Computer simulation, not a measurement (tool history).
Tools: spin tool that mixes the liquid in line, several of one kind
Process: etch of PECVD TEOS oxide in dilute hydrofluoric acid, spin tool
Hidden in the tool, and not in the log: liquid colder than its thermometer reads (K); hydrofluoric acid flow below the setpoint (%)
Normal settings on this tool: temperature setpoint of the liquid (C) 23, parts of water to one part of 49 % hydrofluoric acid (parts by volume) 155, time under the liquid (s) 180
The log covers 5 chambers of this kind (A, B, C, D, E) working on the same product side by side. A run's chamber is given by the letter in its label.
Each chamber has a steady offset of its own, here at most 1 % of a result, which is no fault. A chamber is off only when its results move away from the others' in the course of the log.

run,hour,temperature setpoint of the liquid (C),parts of water to one part of 49 % hydrofluoric acid (parts by volume),time under the liquid (s),hours since the thermometer was replaced,hours since the hydrofluoric acid flow meter was replaced,"read-back film thickness of the PECVD TEOS oxide reference wafer, read on the same gauge (nm)",thickness taken off the PECVD TEOS oxide on a monitor wafer (angstrom)
1B,9.9,23,155,180,33.7,260.2,30.004,88.674
2A,19.2,23,155,180,948.2,542.8,29.999,89.616
3E,32.6,23,155,180,869.8,766.7,30.001,88.277
# hour 34.8: chamber E: hydrofluoric acid flow meter replaced
# hour 40.3: chamber C: thermometer replaced
4C,44.6,23,155,180,4.3,897.0,29.980,88.501
# hour 47.6: chamber D: thermometer replaced
5D,57.9,23,155,180,10.4,1626.5,30.013,88.308
6D,69.2,23,155,180,21.7,1637.8,29.993,88.800
7A,84.9,23,155,180,1013.9,608.5,30.000,89.118
8B,99.1,23,155,180,122.9,349.4,29.998,89.662
9E,109.3,23,155,180,946.5,74.5,30.025,88.087
10C,116.6,23,155,180,76.3,969.0,29.989,89.826
# hour 119.8: chamber D: hydrofluoric acid flow meter replaced
11C,130.2,23,155,135,89.9,982.6,29.998,66.753
12A,137.9,23,155,135,1066.9,661.5,30.001,65.295
13D,145.4,23,155,135,97.9,25.7,30.002,67.063
14E,154.5,23,155,135,991.7,119.7,30.005,66.813
15B,167.2,23,155,135,191.0,417.5,29.998,67.030
16B,174.2,23,155,180,198.0,424.5,29.995,88.926
17C,185.6,23,155,180,145.3,1038.0,30.000,89.291
18D,193.3,23,155,180,145.8,73.6,30.003,89.690
19E,209.0,23,155,180,1046.2,174.2,30.013,87.585
20A,224.6,23,155,180,1153.6,748.2,29.986,87.196
21E,238.9,23,155,180,1076.1,204.1,30.000,88.493
22C,249.5,23,155,180,209.2,1101.9,30.006,88.484
23A,258.5,23,155,180,1187.5,782.1,29.996,85.482
24B,272.2,27,155,245,296.0,522.5,30.009,140.360
25D,282.3,27,155,245,234.8,162.6,30.018,141.510
26B,294.3,27,155,245,318.1,544.6,29.992,139.080
# hour 297.4: chamber A: thermometer replaced
27A,307.7,27,155,245,10.3,831.3,30.018,133.350
28C,321.3,27,155,245,281.0,1173.7,30.030,140.470
29E,336.4,23,155,180,1173.6,301.6,29.989,88.152
30D,343.9,23,155,180,296.4,224.2,29.999,89.920
31D,356.0,23,155,180,308.5,236.3,30.004,88.387
32B,366.3,23,155,180,390.1,616.6,30.023,87.946
33A,379.9,23,155,180,82.5,903.5,30.018,83.619
34E,395.2,23,155,180,1232.4,360.4,30.007,87.254

Is one chamber out of step, is the gauge drifting, or do the chambers differ by no more than their own small offsets? For an off chamber, give its letter and the likeliest cause.

Chamber A drifts away from the others.
Cause: hydrofluoric acid flow below the setpoint (%) = 5.82.

Below are 4 candidate recipes for chamber A's next run, each the usual settings with a change, their results shown as question marks. Which of them brings A's results back in line with what the other chambers give on the usual settings?
Maximum distance from the other chambers' mean on the usual settings for a result to count as in line: thickness taken off the PECVD TEOS oxide on a monitor wafer (angstrom) 2.200
35A-1,406.5,23.0,150,185,,,,?
35A-2,406.5,20.0,155,180,,,,?
35A-3,406.5,23.0,155,200,,,,?
35A-4,406.5,21.5,155,180,,,,?

What the other chambers average on the usual settings: thickness taken off the PECVD TEOS oxide on a monitor wafer (angstrom) 88.699
run,thickness taken off the PECVD TEOS oxide on a monitor wafer (angstrom)
35A-1,89.201
35A-2,74.252
35A-3,92.772
35A-4,78.774
The right change is 35A-1: it brings the chamber back within the allowed miss of the others.
